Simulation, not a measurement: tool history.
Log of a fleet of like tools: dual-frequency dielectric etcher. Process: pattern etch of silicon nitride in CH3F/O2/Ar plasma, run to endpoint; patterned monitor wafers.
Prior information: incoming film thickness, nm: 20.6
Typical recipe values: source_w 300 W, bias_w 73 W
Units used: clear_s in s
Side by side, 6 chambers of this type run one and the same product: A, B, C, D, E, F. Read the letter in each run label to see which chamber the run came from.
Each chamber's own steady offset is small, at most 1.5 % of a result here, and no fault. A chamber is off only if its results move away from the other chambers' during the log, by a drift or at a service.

run 1F hour=10.2 | source_w=300 bias_w=73 | clear_s=33.007
run 2B hour=19.1 | source_w=300 bias_w=73 | clear_s=32.843
run 3E hour=30.3 | source_w=300 bias_w=73 | clear_s=32.656
run 4C hour=42.3 | source_w=300 bias_w=73 | clear_s=32.838
run 5D hour=52.4 | source_w=300 bias_w=73 | clear_s=32.860
run 6A hour=64.9 | source_w=300 bias_w=73 | clear_s=33.363
-- hour=66.2 chamber C: source power generator calibrated
run 7C hour=72.6 | source_w=300 bias_w=73 | clear_s=32.803
run 8B hour=79.3 | source_w=300 bias_w=73 | clear_s=32.976
run 9A hour=89.1 | source_w=300 bias_w=73 | clear_s=33.193
run 10F hour=102.8 | source_w=350 bias_w=61 | clear_s=33.435
-- hour=106.8 chamber D: wet clean of the chamber
run 11D hour=111.1 | source_w=350 bias_w=61 | clear_s=32.739
-- hour=120.0 chamber C: wet clean of the chamber
run 12E hour=120.2 | source_w=350 bias_w=61 | clear_s=32.933
run 13A hour=127.6 | source_w=350 bias_w=61 | clear_s=33.410
run 14B hour=137.3 | source_w=350 bias_w=61 | clear_s=32.785
run 15C hour=150.3 | source_w=350 bias_w=61 | clear_s=32.425
run 16E hour=158.2 | source_w=300 bias_w=73 | clear_s=32.857
run 17F hour=165.0 | source_w=360 bias_w=73 | clear_s=31.072
run 18D hour=174.4 | source_w=360 bias_w=73 | clear_s=30.609
run 19D hour=183.7 | source_w=360 bias_w=73 | clear_s=30.636
run 20E hour=194.0 | source_w=360 bias_w=73 | clear_s=30.530
run 21F hour=204.3 | source_w=360 bias_w=73 | clear_s=31.183
run 22A hour=212.1 | source_w=360 bias_w=73 | clear_s=31.103
run 23B hour=221.9 | source_w=270 bias_w=73 | clear_s=34.026
run 24C hour=232.2 | source_w=270 bias_w=73 | clear_s=34.084
run 25D hour=246.0 | source_w=270 bias_w=73 | clear_s=34.098
run 26F hour=254.0 | source_w=270 bias_w=73 | clear_s=35.122
run 27E hour=264.0 | source_w=270 bias_w=73 | clear_s=34.041
run 28A hour=276.3 | source_w=270 bias_w=73 | clear_s=34.493
run 29B hour=286.7 | source_w=300 bias_w=73 | clear_s=33.171
run 30C hour=295.2 | source_w=230 bias_w=67 | clear_s=37.351
run 31C hour=304.4 | source_w=230 bias_w=67 | clear_s=37.400
run 32D hour=311.1 | source_w=230 bias_w=67 | clear_s=37.196
run 33A hour=321.0 | source_w=230 bias_w=67 | clear_s=37.904
run 34B hour=332.7 | source_w=230 bias_w=67 | clear_s=37.348
run 35E hour=346.4 | source_w=230 bias_w=67 | clear_s=37.263
-- hour=351.4 chamber E: wet clean of the chamber
run 36F hour=353.7 | source_w=240 bias_w=89 | clear_s=34.538
run 37F hour=365.6 | source_w=240 bias_w=89 | clear_s=34.580
run 38B hour=375.6 | source_w=240 bias_w=89 | clear_s=33.220
run 39E hour=382.6 | source_w=240 bias_w=89 | clear_s=33.085
run 40C hour=393.1 | source_w=240 bias_w=89 | clear_s=33.214
run 41D hour=404.3 | source_w=240 bias_w=89 | clear_s=33.116

All 6 chambers run these settings next. Forecast each chamber's results:
run 42A hour=415.2 | source_w=300 bias_w=73 | clear_s=?
run 42B hour=415.2 | source_w=300 bias_w=73 | clear_s=?
run 42C hour=415.2 | source_w=300 bias_w=73 | clear_s=?
run 42D hour=415.2 | source_w=300 bias_w=73 | clear_s=?
run 42E hour=415.2 | source_w=300 bias_w=73 | clear_s=?
run 42F hour=415.2 | source_w=300 bias_w=73 | clear_s=?

run=42A clear_s=33.327
run=42B clear_s=32.982
run=42C clear_s=32.771
run=42D clear_s=32.701
run=42E clear_s=32.728
run=42F clear_s=34.459

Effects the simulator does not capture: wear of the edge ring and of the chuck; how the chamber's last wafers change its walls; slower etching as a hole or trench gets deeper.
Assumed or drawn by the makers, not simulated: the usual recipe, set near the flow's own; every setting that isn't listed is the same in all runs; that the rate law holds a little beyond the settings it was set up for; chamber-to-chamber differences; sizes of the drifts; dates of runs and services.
